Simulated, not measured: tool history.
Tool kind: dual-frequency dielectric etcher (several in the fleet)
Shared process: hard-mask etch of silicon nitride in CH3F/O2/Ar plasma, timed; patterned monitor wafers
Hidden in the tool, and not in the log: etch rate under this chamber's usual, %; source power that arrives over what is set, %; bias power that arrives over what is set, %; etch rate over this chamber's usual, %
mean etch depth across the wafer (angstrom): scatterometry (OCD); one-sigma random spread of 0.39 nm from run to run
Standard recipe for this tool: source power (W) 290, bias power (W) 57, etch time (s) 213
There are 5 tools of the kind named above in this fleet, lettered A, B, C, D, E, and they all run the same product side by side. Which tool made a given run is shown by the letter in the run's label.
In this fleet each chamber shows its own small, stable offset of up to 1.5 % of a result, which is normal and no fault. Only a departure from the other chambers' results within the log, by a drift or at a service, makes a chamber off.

| run | hour | source power (W) | bias power (W) | etch time (s) | hours since the last wet clean | hours since the last source power generator calibration | hours since the last bias power generator calibration | read-back reference wafer on the same gauge, depth_nm | mean etch depth across the wafer (angstrom) |
|---|---|---|---|---|---|---|---|---|---|
| 1D | 5.6 | 290 | 57 | 213 | 477.7 | 2598.8 | 247.6 | 107.07 | 1209.9 |
| 2A | 8.4 | 290 | 57 | 213 | 414.2 | 268.8 | 1869.4 | 106.93 | 1204.7 |
| 3C | 14.2 | 290 | 57 | 213 | 368.9 | 2584.9 | 424 | 107.11 | 1212.1 |
| 4B | 20.5 | 290 | 57 | 213 | 245.3 | 944.3 | 1602.7 | 106.99 | 1236.3 |
| 5E | 23.9 | 290 | 57 | 213 | 284.2 | 861.2 | 2295.8 | 107.01 | 1210.5 |
| 6C | 27.9 | 290 | 57 | 213 | 382.6 | 2598.6 | 437.7 | 107.07 | 1212 |
| 7D | 32.8 | 290 | 51 | 213 | 504.9 | 2626 | 274.8 | 106.98 | 1177.4 |
| 8A | 37.1 | 290 | 51 | 213 | 442.9 | 297.5 | 1898.1 | 106.96 | 1170 |
| 9B | 41 | 290 | 51 | 213 | 265.8 | 964.8 | 1623.2 | 106.87 | 1182.3 |
| 10E | 44 | 290 | 51 | 213 | 304.3 | 881.3 | 2315.9 | 106.94 | 1159.7 |
| 11E | 49.7 | 290 | 51 | 213 | 310 | 887 | 2321.6 | 106.99 | 1159.8 |
|  | 51.5 | chamber A: wet clean of the chamber |
| 12D | 53.2 | 290 | 57 | 213 | 525.3 | 2646.4 | 295.2 | 106.96 | 1210 |
| 13A | 59.2 | 290 | 57 | 213 | 7.8 | 319.6 | 1920.2 | 107 | 1163.1 |
| 14C | 64.6 | 290 | 57 | 213 | 419.3 | 2635.3 | 474.4 | 107 | 1212.2 |
| 15B | 69.3 | 290 | 57 | 213 | 294.1 | 993.1 | 1651.5 | 107.01 | 1228.1 |
| 16B | 74.7 | 290 | 57 | 213 | 299.5 | 998.5 | 1656.9 | 107.03 | 1231.6 |
|  | 74.8 | chamber D: wet clean of the chamber |
| 17E | 80.2 | 350 | 57 | 157 | 340.5 | 917.5 | 2352.1 | 106.93 | 961.39 |
|  | 81.8 | chamber E: wet clean of the chamber |
| 18A | 85.9 | 350 | 57 | 157 | 34.5 | 346.3 | 1946.9 | 106.96 | 927.38 |
|  | 88.7 | chamber B: wet clean of the chamber |
| 19D | 92.2 | 350 | 57 | 157 | 17.5 | 2685.4 | 334.2 | 107 | 962.56 |
| 20C | 97.2 | 350 | 57 | 157 | 451.9 | 2667.9 | 507 | 107.05 | 961.36 |
| 21D | 102.1 | 350 | 57 | 157 | 27.4 | 2695.3 | 344.1 | 106.96 | 963.33 |
| 22A | 107 | 290 | 57 | 213 | 55.6 | 367.4 | 1968 | 107 | 1157 |
| 23E | 111.4 | 290 | 57 | 213 | 29.7 | 948.7 | 2383.3 | 106.97 | 1205.6 |
|  | 112.1 | chamber C: wet clean of the chamber |
| 24B | 114.7 | 290 | 57 | 213 | 26 | 1038.5 | 1696.9 | 106.9 | 1222.6 |
| 25C | 117.8 | 290 | 57 | 213 | 5.8 | 2688.5 | 527.6 | 107 | 1212.2 |
| 26A | 121.8 | 290 | 57 | 213 | 70.4 | 382.2 | 1982.8 | 106.99 | 1168 |
| 27B | 127.4 | 240 | 57 | 213 | 38.7 | 1051.2 | 1709.6 | 106.97 | 1141.4 |
| 28E | 131.5 | 240 | 57 | 213 | 49.8 | 968.8 | 2403.4 | 106.99 | 1117.1 |
| 29D | 136.5 | 240 | 57 | 213 | 61.8 | 2729.7 | 378.5 | 107 | 1128.6 |
| 30C | 139.8 | 240 | 57 | 213 | 27.8 | 2710.5 | 549.6 | 107.07 | 1126.8 |
| 31B | 143.6 | 240 | 57 | 213 | 54.9 | 1067.4 | 1725.8 | 107.12 | 1136.4 |
| 32A | 148.6 | 290 | 57 | 213 | 97.2 | 409 | 2009.6 | 107.02 | 1164.1 |
| 33C | 151.9 | 290 | 57 | 213 | 39.9 | 2722.6 | 561.7 | 106.97 | 1217.1 |
| 34E | 157.1 | 290 | 57 | 213 | 75.4 | 994.4 | 2429 | 107.08 | 1205.3 |
| 35D | 160.3 | 290 | 57 | 213 | 85.6 | 2753.5 | 402.3 | 107 | 1208.5 |
| 36B | 163.7 | 290 | 57 | 190 | 75 | 1087.5 | 1745.9 | 107 | 1086.1 |
| 37E | 169.8 | 290 | 57 | 190 | 88.1 | 1007.1 | 2441.7 | 106.99 | 1079.4 |

Which is it: a chamber that has drifted or been left off by a service, a gauge drift common to all chambers, or only each chamber's usual small offset? If a chamber is off, name it and its likeliest cause.

Chamber A has stood off from the others ever since a service on it.
Likeliest cause: etch rate under this chamber's usual, % = 3.93.

Here are 4 candidates for chamber A's next run, each the usual settings with a change, their results left as question marks. Which one brings its results back in line with what the others give on the usual settings?
Maximum distance from the other chambers' mean on the usual settings for a result to count as in line: mean etch depth across the wafer (angstrom) 14
| 38A-1 | 174.4 | 290 | 57 | 210.5 |  |  |  |  | ? |
| 38A-2 | 174.4 | 290 | 56 | 204.5 |  |  |  |  | ? |
| 38A-3 | 174.4 | 290 | 59 | 213 |  |  |  |  | ? |
| 38A-4 | 174.4 | 290 | 64 | 213 |  |  |  |  | ? |

The other chambers' mean on the usual settings: mean etch depth across the wafer (angstrom) 1214.9
| run | mean etch depth across the wafer (angstrom) |
|---|---|
| 38A-1 | 1152.4 |
| 38A-2 | 1112.9 |
| 38A-3 | 1179.9 |
| 38A-4 | 1213.3 |
The right change is 38A-4: it brings the chamber back within the allowed miss of the others.

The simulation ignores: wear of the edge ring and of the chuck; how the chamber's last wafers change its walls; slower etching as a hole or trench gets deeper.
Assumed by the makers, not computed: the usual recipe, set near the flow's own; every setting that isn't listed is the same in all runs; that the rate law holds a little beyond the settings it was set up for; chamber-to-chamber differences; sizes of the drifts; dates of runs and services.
